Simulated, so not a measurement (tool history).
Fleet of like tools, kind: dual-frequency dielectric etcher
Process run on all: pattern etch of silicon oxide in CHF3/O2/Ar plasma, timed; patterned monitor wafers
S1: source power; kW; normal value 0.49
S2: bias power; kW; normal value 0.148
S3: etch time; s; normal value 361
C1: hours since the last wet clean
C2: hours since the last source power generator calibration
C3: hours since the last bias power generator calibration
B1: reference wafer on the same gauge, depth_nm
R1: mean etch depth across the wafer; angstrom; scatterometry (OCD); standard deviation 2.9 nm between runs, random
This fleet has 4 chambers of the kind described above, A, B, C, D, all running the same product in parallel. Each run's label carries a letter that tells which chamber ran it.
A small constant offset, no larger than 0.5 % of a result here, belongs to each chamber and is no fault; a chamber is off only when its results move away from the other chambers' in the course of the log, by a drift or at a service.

{"run": "1C", "day": 0.133, "S1": 0.49, "S2": 0.148, "S3": 361, "C1": 456.3, "C2": 2657.9, "C3": 629.9, "B1": 535.78, "R1": 6136.3}
{"run": "2D", "day": 0.271, "S1": 0.49, "S2": 0.148, "S3": 361, "C1": 204.2, "C2": 1401.9, "C3": 3149, "B1": 536.15, "R1": 6165.4}
{"run": "3A", "day": 0.417, "S1": 0.49, "S2": 0.148, "S3": 361, "C1": 222.6, "C2": 2747.7, "C3": 305.6, "B1": 536.31, "R1": 6161.1}
{"run": "4B", "day": 0.55, "S1": 0.49, "S2": 0.148, "S3": 361, "C1": 471.1, "C2": 925.2, "C3": 1905.3, "B1": 535.71, "R1": 6260.2}
{"run": "5A", "day": 0.633, "S1": 0.49, "S2": 0.148, "S3": 361, "C1": 227.8, "C2": 2752.9, "C3": 310.8, "B1": 536.28, "R1": 6186.9}
{"run": "6B", "day": 0.812, "S1": 0.49, "S2": 0.148, "S3": 361, "C1": 477.4, "C2": 931.5, "C3": 1911.6, "B1": 536.02, "R1": 6177.6}
{"run": "7C", "day": 0.908, "S1": 0.49, "S2": 0.148, "S3": 361, "C1": 474.9, "C2": 2676.5, "C3": 648.5, "B1": 535.59, "R1": 6157.3}
{"run": "8D", "day": 1.033, "S1": 0.49, "S2": 0.148, "S3": 361, "C1": 222.5, "C2": 1420.2, "C3": 3167.3, "B1": 536.2, "R1": 6160.1}
{"run": "9A", "day": 1.142, "S1": 0.49, "S2": 0.148, "S3": 361, "C1": 240, "C2": 2765.1, "C3": 323, "B1": 535.95, "R1": 6237.2}
{"run": "10D", "day": 1.262, "S1": 0.49, "S2": 0.148, "S3": 361, "C1": 228, "C2": 1425.7, "C3": 3172.8, "B1": 536.14, "R1": 6150.7}
{"run": "11B", "day": 1.442, "S1": 0.53, "S2": 0.148, "S3": 298, "C1": 492.5, "C2": 946.6, "C3": 1926.7, "B1": 536.56, "R1": 5252.8}
{"run": "12C", "day": 1.529, "S1": 0.53, "S2": 0.148, "S3": 298, "C1": 489.8, "C2": 2691.4, "C3": 663.4, "B1": 535.94, "R1": 5221.6}
{"run": "13A", "day": 1.696, "S1": 0.53, "S2": 0.148, "S3": 298, "C1": 253.3, "C2": 2778.4, "C3": 336.3, "B1": 535.64, "R1": 5267.3}
{"run": "14C", "day": 1.833, "S1": 0.53, "S2": 0.148, "S3": 298, "C1": 497.1, "C2": 2698.7, "C3": 670.7, "B1": 536.09, "R1": 5277.6}
{"run": "15B", "day": 2.008, "S1": 0.49, "S2": 0.148, "S3": 361, "C1": 506.1, "C2": 960.2, "C3": 1940.3, "B1": 536.25, "R1": 6186.2}
{"day": 2.162, "done": "chamber B: wet clean of the chamber"}
{"run": "16D", "day": 2.167, "S1": 0.49, "S2": 0.148, "S3": 361, "C1": 249.7, "C2": 1447.4, "C3": 3194.5, "B1": 536.2, "R1": 6177.4}
{"run": "17A", "day": 2.25, "S1": 0.49, "S2": 0.148, "S3": 361, "C1": 266.6, "C2": 2791.7, "C3": 349.6, "B1": 536.25, "R1": 6256.4}
{"run": "18D", "day": 2.412, "S1": 0.49, "S2": 0.148, "S3": 361, "C1": 255.6, "C2": 1453.3, "C3": 3200.4, "B1": 535.56, "R1": 6146.5}
{"run": "19B", "day": 2.579, "S1": 0.49, "S2": 0.148, "S3": 361, "C1": 10.1, "C2": 973.9, "C3": 1954, "B1": 536.78, "R1": 6208.8}
{"run": "20C", "day": 2.679, "S1": 0.49, "S2": 0.148, "S3": 361, "C1": 517.4, "C2": 2719, "C3": 691, "B1": 536.36, "R1": 6213.5}
{"run": "21B", "day": 2.808, "S1": 0.49, "S2": 0.148, "S3": 361, "C1": 15.6, "C2": 979.4, "C3": 1959.5, "B1": 536.44, "R1": 6205.7}
{"run": "22C", "day": 2.962, "S1": 0.49, "S2": 0.148, "S3": 361, "C1": 524.2, "C2": 2725.8, "C3": 697.8, "B1": 535.61, "R1": 6168.8}
{"run": "23A", "day": 3.121, "S1": 0.49, "S2": 0.148, "S3": 361, "C1": 287.5, "C2": 2812.6, "C3": 370.5, "B1": 536.02, "R1": 6332.3}
{"run": "24D", "day": 3.204, "S1": 0.49, "S2": 0.148, "S3": 361, "C1": 274.6, "C2": 1472.3, "C3": 3219.4, "B1": 536.59, "R1": 6150.3}
{"run": "25D", "day": 3.379, "S1": 0.49, "S2": 0.148, "S3": 361, "C1": 278.8, "C2": 1476.5, "C3": 3223.6, "B1": 535.89, "R1": 6129.7}
{"run": "26B", "day": 3.55, "S1": 0.49, "S2": 0.148, "S3": 361, "C1": 33.4, "C2": 997.2, "C3": 1977.3, "B1": 535.79, "R1": 6169.8}
{"run": "27A", "day": 3.7, "S1": 0.49, "S2": 0.148, "S3": 361, "C1": 301.4, "C2": 2826.5, "C3": 384.4, "B1": 536.22, "R1": 6419}
{"run": "28C", "day": 3.779, "S1": 0.49, "S2": 0.148, "S3": 361, "C1": 543.8, "C2": 2745.4, "C3": 717.4, "B1": 535.81, "R1": 6119.4}
{"run": "29B", "day": 3.875, "S1": 0.49, "S2": 0.148, "S3": 361, "C1": 41.2, "C2": 1005, "C3": 1985.1, "B1": 535.93, "R1": 6207.3}
{"run": "30D", "day": 3.988, "S1": 0.49, "S2": 0.148, "S3": 262, "C1": 293.4, "C2": 1491.1, "C3": 3238.2, "B1": 536.01, "R1": 4477.7}
{"run": "31C", "day": 4.158, "S1": 0.49, "S2": 0.148, "S3": 262, "C1": 552.9, "C2": 2754.5, "C3": 726.5, "B1": 536.12, "R1": 4477}
{"run": "32A", "day": 4.321, "S1": 0.49, "S2": 0.148, "S3": 262, "C1": 316.3, "C2": 2841.4, "C3": 399.3, "B1": 535.97, "R1": 4678.6}
{"run": "33A", "day": 4.412, "S1": 0.49, "S2": 0.148, "S3": 262, "C1": 318.5, "C2": 2843.6, "C3": 401.5, "B1": 535.72, "R1": 4663.5}
{"run": "34D", "day": 4.558, "S1": 0.49, "S2": 0.148, "S3": 361, "C1": 307.1, "C2": 1504.8, "C3": 3251.9, "B1": 535.56, "R1": 6214.1}
{"run": "35B", "day": 4.646, "S1": 0.49, "S2": 0.148, "S3": 361, "C1": 59.7, "C2": 1023.5, "C3": 2003.6, "B1": 535.34, "R1": 6252.9}

What goes on in this fleet: one chamber off, a drifting gauge, or nothing beyond the chambers' own small offsets? Name the chamber and the cause, if any.

One chamber, A, drifts off from the rest bit by bit.
Most likely cause: etch rate over this chamber's usual, % = 3.98.

Here are 4 candidates for chamber A's next run, each the usual settings with a change, their results left as question marks. Which one brings its results back in line with what the others give on the usual settings?
In line here means within this much of the mean the other chambers give on the usual settings: R1 100 angstrom
{"run": "36A-1", "day": 4.775, "S1": 0.49, "S2": 0.147, "S3": 348.5, "R1": "?"}
{"run": "36A-2", "day": 4.775, "S1": 0.49, "S2": 0.148, "S3": 357.5, "R1": "?"}
{"run": "36A-3", "day": 4.775, "S1": 0.49, "S2": 0.148, "S3": 365, "R1": "?"}
{"run": "36A-4", "day": 4.775, "S1": 0.49, "S2": 0.148, "S3": 375.5, "R1": "?"}

Usual-settings mean across the other chambers: R1 6183.9 angstrom
run=36A-1 R1=6215.2
run=36A-2 R1=6389.7
run=36A-3 R1=6523.7
run=36A-4 R1=6711.4
The answer is 36A-1, which returns the chamber to within the allowed miss of the others.
